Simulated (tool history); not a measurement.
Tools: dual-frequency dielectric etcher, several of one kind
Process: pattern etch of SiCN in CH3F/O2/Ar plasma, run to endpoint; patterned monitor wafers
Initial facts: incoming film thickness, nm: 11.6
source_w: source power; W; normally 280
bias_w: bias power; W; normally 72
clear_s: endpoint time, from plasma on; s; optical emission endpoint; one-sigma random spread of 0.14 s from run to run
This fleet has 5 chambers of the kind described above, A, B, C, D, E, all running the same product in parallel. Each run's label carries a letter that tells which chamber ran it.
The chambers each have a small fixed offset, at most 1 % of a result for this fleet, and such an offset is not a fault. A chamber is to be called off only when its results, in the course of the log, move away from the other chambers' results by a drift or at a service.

{"run": "1C", "hour": 9.0, "source_w": 280, "bias_w": 72, "clear_s": 35.035}
{"run": "2D", "hour": 16.0, "source_w": 280, "bias_w": 72, "clear_s": 35.269}
{"run": "3E", "hour": 23.8, "source_w": 280, "bias_w": 72, "clear_s": 35.155}
{"run": "4B", "hour": 29.8, "source_w": 280, "bias_w": 72, "clear_s": 34.907}
{"run": "5A", "hour": 35.6, "source_w": 280, "bias_w": 72, "clear_s": 35.384}
{"run": "6B", "hour": 45.2, "source_w": 280, "bias_w": 72, "clear_s": 34.962}
{"run": "7C", "hour": 53.5, "source_w": 280, "bias_w": 72, "clear_s": 34.991}
{"run": "8D", "hour": 59.2, "source_w": 280, "bias_w": 72, "clear_s": 35.28}
{"run": "9E", "hour": 66.4, "source_w": 240, "bias_w": 60, "clear_s": 39.805}
{"run": "10A", "hour": 75.6, "source_w": 240, "bias_w": 60, "clear_s": 40.162}
{"run": "11C", "hour": 85.8, "source_w": 240, "bias_w": 60, "clear_s": 39.735}
{"run": "12B", "hour": 93.7, "source_w": 240, "bias_w": 60, "clear_s": 39.658}
{"run": "13E", "hour": 100.1, "source_w": 240, "bias_w": 60, "clear_s": 39.867}
{"run": "14D", "hour": 106.5, "source_w": 280, "bias_w": 72, "clear_s": 34.979}
{"run": "15A", "hour": 111.7, "source_w": 280, "bias_w": 72, "clear_s": 35.07}
{"hour": 117.1, "done": "chamber D: wet clean of the chamber"}
{"run": "16C", "hour": 122.9, "source_w": 310, "bias_w": 56, "clear_s": 36.913}
{"run": "17E", "hour": 131.8, "source_w": 310, "bias_w": 56, "clear_s": 37.019}
{"run": "18D", "hour": 137.0, "source_w": 310, "bias_w": 56, "clear_s": 36.955}
{"run": "19B", "hour": 146.0, "source_w": 310, "bias_w": 56, "clear_s": 36.798}
{"run": "20A", "hour": 155.5, "source_w": 310, "bias_w": 56, "clear_s": 36.634}
{"run": "21B", "hour": 163.6, "source_w": 250, "bias_w": 72, "clear_s": 36.364}
{"hour": 170.8, "done": "chamber E: wet clean of the chamber"}
{"run": "22A", "hour": 173.2, "source_w": 250, "bias_w": 72, "clear_s": 35.94}
{"run": "23D", "hour": 178.8, "source_w": 250, "bias_w": 72, "clear_s": 36.709}
{"run": "24C", "hour": 184.1, "source_w": 250, "bias_w": 72, "clear_s": 36.656}
{"run": "25E", "hour": 192.6, "source_w": 250, "bias_w": 72, "clear_s": 36.716}
{"run": "26C", "hour": 198.1, "source_w": 280, "bias_w": 72, "clear_s": 34.866}
{"run": "27D", "hour": 207.6, "source_w": 280, "bias_w": 72, "clear_s": 34.972}
{"run": "28B", "hour": 215.3, "source_w": 320, "bias_w": 72, "clear_s": 33.795}
{"run": "29A", "hour": 225.4, "source_w": 320, "bias_w": 72, "clear_s": 32.449}
{"run": "30E", "hour": 235.1, "source_w": 320, "bias_w": 72, "clear_s": 33.495}
{"run": "31C", "hour": 243.6, "source_w": 320, "bias_w": 72, "clear_s": 33.181}
{"run": "32D", "hour": 251.9, "source_w": 320, "bias_w": 72, "clear_s": 33.316}
{"run": "33A", "hour": 262.3, "source_w": 280, "bias_w": 72, "clear_s": 34.261}
{"run": "34B", "hour": 272.8, "source_w": 280, "bias_w": 72, "clear_s": 35.1}
{"run": "35E", "hour": 279.0, "source_w": 280, "bias_w": 72, "clear_s": 35.31}
{"run": "36B", "hour": 285.3, "source_w": 280, "bias_w": 72, "clear_s": 35.103}
{"run": "37C", "hour": 291.4, "source_w": 280, "bias_w": 72, "clear_s": 35.104}

What goes on in this fleet: one chamber off, a drifting gauge, or nothing beyond the chambers' own small offsets? Name the chamber and the cause, if any.

Little by little, chamber A moves away from the other chambers.
Most likely cause: etch rate over this chamber's usual, % = 4.59.

Below are 4 candidate recipes for chamber A's next run, each the usual settings with a change, their results shown as question marks. Which of them brings A's results back in line with what the other chambers give on the usual settings?
In-line tolerance around the mean of the other chambers on the usual settings: clear_s 0.49 s
{"run": "38A-1", "hour": 299.6, "source_w": 260, "bias_w": 66, "clear_s": "?"}
{"run": "38A-2", "hour": 299.6, "source_w": 310, "bias_w": 72, "clear_s": "?"}
{"run": "38A-3", "hour": 299.6, "source_w": 280, "bias_w": 84, "clear_s": "?"}
{"run": "38A-4", "hour": 299.6, "source_w": 270, "bias_w": 68, "clear_s": "?"}

Average result of the remaining chambers running the usual settings: clear_s 35.127 s
run=38A-1 clear_s=36.025
run=38A-2 clear_s=32.67
run=38A-3 clear_s=32.041
run=38A-4 clear_s=35.134
The right change is 38A-4: it brings the chamber back within the allowed miss of the others.
